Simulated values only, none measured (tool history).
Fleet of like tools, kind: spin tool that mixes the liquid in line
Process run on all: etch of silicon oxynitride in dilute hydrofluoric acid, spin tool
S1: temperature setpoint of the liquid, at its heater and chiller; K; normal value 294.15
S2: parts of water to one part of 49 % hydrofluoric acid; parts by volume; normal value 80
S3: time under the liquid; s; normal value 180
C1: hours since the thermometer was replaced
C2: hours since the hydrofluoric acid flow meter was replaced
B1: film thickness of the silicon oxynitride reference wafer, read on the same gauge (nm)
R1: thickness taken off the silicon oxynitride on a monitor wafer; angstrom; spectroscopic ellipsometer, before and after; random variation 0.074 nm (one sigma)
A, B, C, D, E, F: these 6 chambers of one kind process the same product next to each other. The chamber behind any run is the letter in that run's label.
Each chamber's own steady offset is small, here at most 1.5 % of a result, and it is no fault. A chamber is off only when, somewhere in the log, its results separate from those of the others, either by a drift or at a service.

run	day	S1	S2	S3	C1	C2	B1	R1
1B	0.212	294.15	80	180	1092.2	164.4	60.008	94.838
2D	0.517	294.15	80	180	671.8	443.8	59.994	93.547
3A	0.696	294.15	80	180	1470.5	658.9	59.998	92.932
4F	0.938	294.15	80	180	799.0	1262.2	60.005	95.918
5E	1.146	294.15	80	180	1120.2	599.6	60.005	94.997
6C	1.342	294.15	80	180	165.2	897.7	60.005	96.335
7A	1.575	294.15	80	180	1491.6	680.0	60.030	93.062
8F	1.821	294.15	80	180	820.2	1283.4	59.998	95.777
9E	2.075	294.15	80	180	1142.5	621.9	59.982	94.769
10B	2.229	294.15	80	180	1140.6	212.8	59.980	93.193
11D	2.500	294.15	80	180	719.4	491.4	59.998	93.896
12C	2.779	294.15	80	75	199.7	932.2	59.987	39.254
13D	2.921	294.15	80	75	729.5	501.5	59.976	39.579
14C	3.175	294.15	80	75	209.2	941.7	59.992	40.000
15E	3.312	294.15	80	75	1172.2	651.6	60.012	39.514
16B	3.538	294.15	80	75	1172.0	244.2	59.986	39.722
17F	3.679	294.15	80	75	864.8	1328.0	60.006	40.432
18A	3.925	294.15	80	180	1548.0	736.4	60.021	93.556
19D	4.221	294.15	80	180	760.7	532.7	60.004	93.479
20B	4.488	294.15	80	180	1194.8	267.0	60.021	93.512
21F	4.771	294.15	80	180	891.0	1354.2	60.005	98.284
22A	5.046	294.15	80	180	1574.9	763.3	60.022	94.371
23C	5.200	294.15	80	180	257.8	990.3	60.000	95.109
24E	5.433	294.15	80	180	1223.1	702.5	59.993	94.984
25D	5.617	294.15	50	180	794.2	566.2	60.005	156.310
26C	5.792	294.15	50	180	272.0	1004.5	60.004	158.870
27F	6.000	294.15	50	180	920.5	1383.7	59.984	162.580
28A	6.150	294.15	50	180	1601.4	789.8	60.015	152.360
29B	6.312	294.15	50	180	1238.6	310.8	60.015	152.580
30E	6.596	294.15	50	180	1251.0	730.4	60.016	155.970
# day 6.750: chamber D: hydrofluoric acid flow meter replaced
31D	6.775	294.15	80	180	822.0	0.7	60.010	95.198
32C	6.992	294.15	80	180	300.8	1033.3	59.987	96.487
33E	7.175	294.15	80	180	1264.9	744.3	59.985	93.932
34F	7.358	294.15	80	180	953.1	1416.3	59.995	100.380
35B	7.546	294.15	80	180	1268.2	340.4	59.988	93.599
36A	7.842	291.15	80	180	1642.0	830.4	60.007	81.374
37F	8.008	291.15	80	180	968.7	1431.9	60.003	86.867
38E	8.283	291.15	80	180	1291.5	770.9	59.980	81.595
39B	8.483	291.15	80	180	1290.7	362.9	60.010	81.462

For the next run the whole fleet of 6 chambers uses the same settings. Give each chamber's results:
40A	8.708	294.15	80	180				?
40B	8.708	294.15	80	180				?
40C	8.708	294.15	80	180				?
40D	8.708	294.15	80	180				?
40E	8.708	294.15	80	180				?
40F	8.708	294.15	80	180				?

run	R1
40A	92.623
40B	95.986
40C	95.712
40D	93.574
40E	93.618
40F	100.390
